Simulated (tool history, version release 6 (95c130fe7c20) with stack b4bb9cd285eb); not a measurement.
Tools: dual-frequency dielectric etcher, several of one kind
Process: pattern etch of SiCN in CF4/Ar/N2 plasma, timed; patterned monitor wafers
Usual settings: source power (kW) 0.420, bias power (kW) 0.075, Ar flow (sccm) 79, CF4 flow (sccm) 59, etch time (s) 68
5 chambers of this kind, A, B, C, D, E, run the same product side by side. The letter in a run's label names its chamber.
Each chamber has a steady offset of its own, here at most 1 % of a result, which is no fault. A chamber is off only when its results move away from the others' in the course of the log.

run,hour,source power (kW),bias power (kW),Ar flow (sccm),CF4 flow (sccm),etch time (s),"read-back reference wafer on the same gauge, depth_nm",mean etch depth across the wafer (nm)
1D,10.9,0.420,0.075,79,59,68,63.027,56.376
2B,17.5,0.420,0.075,79,59,68,62.983,56.262
3E,25.8,0.420,0.075,79,59,68,62.998,55.451
4A,34.5,0.420,0.075,79,59,68,63.010,56.031
5C,40.5,0.420,0.075,79,59,68,62.982,56.499
6C,48.0,0.380,0.075,79,59,68,62.984,51.662
7B,55.4,0.380,0.075,79,59,68,62.945,51.560
8E,65.2,0.380,0.075,79,59,68,63.072,51.430
9D,76.9,0.380,0.075,79,59,68,63.001,51.636
10A,90.0,0.380,0.075,79,59,68,62.940,50.743
# hour 94.7: chamber C: wet clean of the chamber
11C,100.0,0.420,0.075,79,59,68,63.040,56.100
# hour 101.2: chamber A: wet clean of the chamber
12B,112.0,0.420,0.075,79,59,68,62.963,56.496
13A,120.9,0.420,0.075,79,46,52,62.959,41.241
14D,130.9,0.420,0.075,79,46,52,62.989,41.490
15E,137.0,0.420,0.075,79,46,52,63.090,41.293
# hour 137.5: chamber E: source power generator calibrated
16C,148.9,0.420,0.075,79,46,52,62.957,41.841
17E,161.9,0.420,0.075,79,46,52,62.978,39.748
18A,174.6,0.420,0.075,79,59,68,62.978,56.041
19D,182.6,0.420,0.075,79,59,68,62.999,56.828
20B,189.1,0.420,0.075,79,59,68,63.056,56.259
21E,196.8,0.420,0.075,79,59,68,62.988,53.695
22D,204.3,0.420,0.057,79,59,68,63.041,51.233
23C,212.7,0.420,0.057,79,59,68,63.011,51.424
24A,223.2,0.420,0.057,79,59,68,62.987,50.807
25B,234.2,0.420,0.057,79,59,68,62.982,51.844
26B,239.9,0.420,0.057,79,59,68,62.974,51.636
27A,246.0,0.420,0.075,79,59,68,62.949,56.003
# hour 248.7: chamber B: wet clean of the chamber
28E,252.5,0.420,0.075,79,59,68,62.982,53.405
29D,265.3,0.420,0.075,79,59,68,62.993,56.641
30C,278.1,0.420,0.075,79,59,68,62.973,56.701
31B,290.9,0.420,0.075,79,59,68,63.034,56.951
32A,302.7,0.420,0.075,79,59,68,62.975,55.946

Next, every chamber runs the same settings. What will each give?
33A,312.2,0.420,0.075,68,59,68,,?
33B,312.2,0.420,0.075,68,59,68,,?
33C,312.2,0.420,0.075,68,59,68,,?
33D,312.2,0.420,0.075,68,59,68,,?
33E,312.2,0.420,0.075,68,59,68,,?

run,mean etch depth across the wafer (nm)
33A,57.136
33B,57.430
33C,57.190
33D,57.698
33E,55.049
